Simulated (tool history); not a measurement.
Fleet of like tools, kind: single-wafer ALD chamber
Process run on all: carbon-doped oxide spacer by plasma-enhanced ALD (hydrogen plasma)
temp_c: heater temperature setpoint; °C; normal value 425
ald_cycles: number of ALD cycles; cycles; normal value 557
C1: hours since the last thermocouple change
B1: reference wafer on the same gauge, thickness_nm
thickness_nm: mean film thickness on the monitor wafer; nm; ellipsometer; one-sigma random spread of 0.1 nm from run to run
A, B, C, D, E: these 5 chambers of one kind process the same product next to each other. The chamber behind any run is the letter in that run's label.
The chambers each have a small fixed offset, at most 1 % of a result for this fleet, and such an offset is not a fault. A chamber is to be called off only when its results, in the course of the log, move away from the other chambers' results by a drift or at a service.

Run 1B, hour 6.1: usual settings; C1 1851.9; B1 24.002. Result: thickness_nm 25.763 nm.
Run 2C, hour 13.2: usual settings; C1 2387.7; B1 23.988. Result: thickness_nm 25.543 nm.
Run 3A, hour 20.5: usual settings; C1 809.2; B1 23.980. Result: thickness_nm 25.932 nm.
At hour 23.3: chamber B: thermocouple changed; heater temperature recalibrated.
Run 4D, hour 29.1: usual settings; C1 327.5; B1 24.011. Result: thickness_nm 26.012 nm.
Run 5E, hour 37.3: usual settings; C1 171.2; B1 23.997. Result: thickness_nm 25.622 nm.
Run 6C, hour 47.3: usual settings; C1 2421.8; B1 24.003. Result: thickness_nm 25.617 nm.
Run 7E, hour 53.8: usual settings; C1 187.7; B1 24.015. Result: thickness_nm 25.814 nm.
Run 8D, hour 61.5: usual settings; C1 359.9; B1 23.980. Result: thickness_nm 25.655 nm.
Run 9B, hour 70.6: usual settings; C1 47.3; B1 23.990. Result: thickness_nm 25.822 nm.
Run 10A, hour 80.1: usual settings but temp_c 434 °C; C1 868.8; B1 23.975. Result: thickness_nm 25.227 nm.
Run 11B, hour 88.1: usual settings but temp_c 434 °C; C1 64.8; B1 24.035. Result: thickness_nm 25.098 nm.
Run 12A, hour 93.1: usual settings but temp_c 434 °C; C1 881.8; B1 24.035. Result: thickness_nm 25.056 nm.
Run 13D, hour 102.0: usual settings but temp_c 434 °C; C1 400.4; B1 24.003. Result: thickness_nm 25.091 nm.
Run 14E, hour 107.5: usual settings but temp_c 434 °C; C1 241.4; B1 23.976. Result: thickness_nm 25.151 nm.
Run 15C, hour 117.2: usual settings but temp_c 416 °C; C1 2491.7; B1 23.988. Result: thickness_nm 26.455 nm.
Run 16B, hour 124.9: usual settings but temp_c 416 °C; C1 101.6; B1 23.995. Result: thickness_nm 26.310 nm.
Run 17D, hour 133.0: usual settings but temp_c 416 °C; C1 431.4; B1 23.979. Result: thickness_nm 26.627 nm.
Run 18C, hour 143.6: usual settings but temp_c 416 °C; C1 2518.1; B1 23.982. Result: thickness_nm 26.391 nm.
Run 19E, hour 152.2: usual settings but temp_c 416 °C; C1 286.1; B1 23.990. Result: thickness_nm 26.657 nm.
Run 20A, hour 159.9: usual settings; C1 948.6; B1 23.996. Result: thickness_nm 25.876 nm.
Run 21A, hour 166.9: usual settings; C1 955.6; B1 23.985. Result: thickness_nm 25.983 nm.
Run 22B, hour 177.8: usual settings; C1 154.5; B1 23.985. Result: thickness_nm 25.903 nm.
Run 23C, hour 188.7: usual settings; C1 2563.2; B1 24.009. Result: thickness_nm 25.777 nm.
Run 24D, hour 199.1: usual settings; C1 497.5; B1 24.004. Result: thickness_nm 25.829 nm.
Run 25E, hour 209.5: usual settings; C1 343.4; B1 23.993. Result: thickness_nm 25.686 nm.
Run 26A, hour 218.7: usual settings; C1 1007.4; B1 24.008. Result: thickness_nm 25.908 nm.
Run 27C, hour 228.5: usual settings but temp_c 431 °C, ald_cycles 510 cycles; C1 2603.0; B1 23.994. Result: thickness_nm 22.965 nm.
Run 28B, hour 235.1: usual settings but temp_c 431 °C, ald_cycles 510 cycles; C1 211.8; B1 24.004. Result: thickness_nm 23.088 nm.
Run 29D, hour 244.2: usual settings but temp_c 431 °C, ald_cycles 510 cycles; C1 542.6; B1 23.993. Result: thickness_nm 23.217 nm.
Run 30E, hour 254.2: usual settings but temp_c 431 °C, ald_cycles 510 cycles; C1 388.1; B1 23.999. Result: thickness_nm 23.138 nm.
Run 31D, hour 262.1: usual settings but temp_c 431 °C, ald_cycles 510 cycles; C1 560.5; B1 24.000. Result: thickness_nm 23.248 nm.
Run 32E, hour 267.9: usual settings; C1 401.8; B1 23.989. Result: thickness_nm 25.925 nm.
Run 33A, hour 272.9: usual settings; C1 1061.6; B1 23.994. Result: thickness_nm 25.896 nm.
Run 34B, hour 284.1: usual settings; C1 260.8; B1 24.005. Result: thickness_nm 25.715 nm.
Run 35C, hour 294.8: usual settings; C1 2669.3; B1 24.000. Result: thickness_nm 25.756 nm.
Run 36B, hour 302.1: usual settings; C1 278.8; B1 24.009. Result: thickness_nm 25.708 nm.
Run 37D, hour 307.9: usual settings; C1 606.3; B1 24.000. Result: thickness_nm 25.756 nm.

Which is it: a chamber that has drifted or been left off by a service, a gauge drift common to all chambers, or only each chamber's usual small offset? If a chamber is off, name it and its likeliest cause.

Neither any chamber nor the gauge drifts; the chambers differ only by their own small, steady offsets.
